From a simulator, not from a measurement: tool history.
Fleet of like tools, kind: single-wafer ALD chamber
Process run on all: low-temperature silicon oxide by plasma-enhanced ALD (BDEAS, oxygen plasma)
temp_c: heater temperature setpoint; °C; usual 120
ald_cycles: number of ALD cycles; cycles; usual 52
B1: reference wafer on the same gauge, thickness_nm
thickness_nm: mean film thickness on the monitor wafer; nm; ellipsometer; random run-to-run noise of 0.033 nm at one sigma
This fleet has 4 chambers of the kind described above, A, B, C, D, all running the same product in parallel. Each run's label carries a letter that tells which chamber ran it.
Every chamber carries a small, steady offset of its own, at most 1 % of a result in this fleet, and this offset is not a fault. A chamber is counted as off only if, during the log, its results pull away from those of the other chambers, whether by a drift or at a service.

{"run": "1A", "hour": 9.1, "temp_c": 120, "ald_cycles": 52, "B1": 8.3881, "thickness_nm": 7.1179}
{"run": "2D", "hour": 15.6, "temp_c": 120, "ald_cycles": 52, "B1": 8.382, "thickness_nm": 7.1257}
{"run": "3B", "hour": 20.4, "temp_c": 120, "ald_cycles": 52, "B1": 8.38, "thickness_nm": 7.0895}
{"run": "4C", "hour": 26.6, "temp_c": 120, "ald_cycles": 52, "B1": 8.3688, "thickness_nm": 7.1352}
{"run": "5A", "hour": 35.8, "temp_c": 107, "ald_cycles": 46, "B1": 8.3821, "thickness_nm": 6.4837}
{"run": "6B", "hour": 44.3, "temp_c": 107, "ald_cycles": 46, "B1": 8.3772, "thickness_nm": 6.4428}
{"run": "7C", "hour": 49.8, "temp_c": 107, "ald_cycles": 46, "B1": 8.3886, "thickness_nm": 6.4477}
{"run": "8D", "hour": 57.1, "temp_c": 107, "ald_cycles": 46, "B1": 8.3906, "thickness_nm": 6.4839}
{"run": "9C", "hour": 66.1, "temp_c": 105, "ald_cycles": 60, "B1": 8.3763, "thickness_nm": 8.4453}
{"run": "10A", "hour": 73.8, "temp_c": 105, "ald_cycles": 60, "B1": 8.3883, "thickness_nm": 8.5192}
{"run": "11D", "hour": 82.6, "temp_c": 105, "ald_cycles": 60, "B1": 8.3746, "thickness_nm": 8.448}
{"run": "12B", "hour": 89.1, "temp_c": 105, "ald_cycles": 60, "B1": 8.3782, "thickness_nm": 8.4418}
{"run": "13A", "hour": 94.8, "temp_c": 120, "ald_cycles": 52, "B1": 8.3826, "thickness_nm": 7.157}
{"run": "14B", "hour": 100.9, "temp_c": 120, "ald_cycles": 52, "B1": 8.3802, "thickness_nm": 7.1156}
{"run": "15D", "hour": 108.5, "temp_c": 120, "ald_cycles": 52, "B1": 8.3768, "thickness_nm": 7.1294}
{"run": "16C", "hour": 116.3, "temp_c": 120, "ald_cycles": 52, "B1": 8.378, "thickness_nm": 7.0943}
{"run": "17B", "hour": 122.4, "temp_c": 120, "ald_cycles": 52, "B1": 8.3773, "thickness_nm": 7.1542}
{"run": "18C", "hour": 127.8, "temp_c": 130, "ald_cycles": 52, "B1": 8.3733, "thickness_nm": 6.9884}
{"run": "19D", "hour": 135.5, "temp_c": 130, "ald_cycles": 52, "B1": 8.3734, "thickness_nm": 6.9913}
{"run": "20A", "hour": 142.3, "temp_c": 130, "ald_cycles": 52, "B1": 8.378, "thickness_nm": 7.0369}
{"run": "21A", "hour": 150.2, "temp_c": 130, "ald_cycles": 52, "B1": 8.3796, "thickness_nm": 7.0056}
{"run": "22B", "hour": 158.5, "temp_c": 120, "ald_cycles": 52, "B1": 8.3773, "thickness_nm": 7.0902}
{"run": "23D", "hour": 163.8, "temp_c": 120, "ald_cycles": 52, "B1": 8.3697, "thickness_nm": 7.1692}
{"run": "24C", "hour": 171.9, "temp_c": 120, "ald_cycles": 52, "B1": 8.3793, "thickness_nm": 7.0941}
{"run": "25B", "hour": 176.9, "temp_c": 120, "ald_cycles": 52, "B1": 8.3753, "thickness_nm": 7.0849}
{"run": "26D", "hour": 187.0, "temp_c": 120, "ald_cycles": 52, "B1": 8.3739, "thickness_nm": 7.1677}
{"run": "27A", "hour": 197.2, "temp_c": 120, "ald_cycles": 52, "B1": 8.3806, "thickness_nm": 7.2066}
{"run": "28C", "hour": 207.1, "temp_c": 120, "ald_cycles": 52, "B1": 8.375, "thickness_nm": 7.1474}
{"run": "29C", "hour": 215.4, "temp_c": 120, "ald_cycles": 52, "B1": 8.381, "thickness_nm": 7.0746}
{"run": "30D", "hour": 225.0, "temp_c": 120, "ald_cycles": 52, "B1": 8.3838, "thickness_nm": 7.1157}
{"run": "31B", "hour": 234.1, "temp_c": 120, "ald_cycles": 52, "B1": 8.3828, "thickness_nm": 7.1265}
{"run": "32A", "hour": 241.2, "temp_c": 120, "ald_cycles": 45, "B1": 8.3845, "thickness_nm": 6.1529}
{"run": "33A", "hour": 246.9, "temp_c": 120, "ald_cycles": 45, "B1": 8.3827, "thickness_nm": 6.1918}

For the next run the whole fleet of 4 chambers uses the same settings. Give each chamber's results:
{"run": "34A", "hour": 254.2, "temp_c": 120, "ald_cycles": 52, "thickness_nm": "?"}
{"run": "34B", "hour": 254.2, "temp_c": 120, "ald_cycles": 52, "thickness_nm": "?"}
{"run": "34C", "hour": 254.2, "temp_c": 120, "ald_cycles": 52, "thickness_nm": "?"}
{"run": "34D", "hour": 254.2, "temp_c": 120, "ald_cycles": 52, "thickness_nm": "?"}

run=34A thickness_nm=7.1736
run=34B thickness_nm=7.1195
run=34C thickness_nm=7.0868
run=34D thickness_nm=7.1174

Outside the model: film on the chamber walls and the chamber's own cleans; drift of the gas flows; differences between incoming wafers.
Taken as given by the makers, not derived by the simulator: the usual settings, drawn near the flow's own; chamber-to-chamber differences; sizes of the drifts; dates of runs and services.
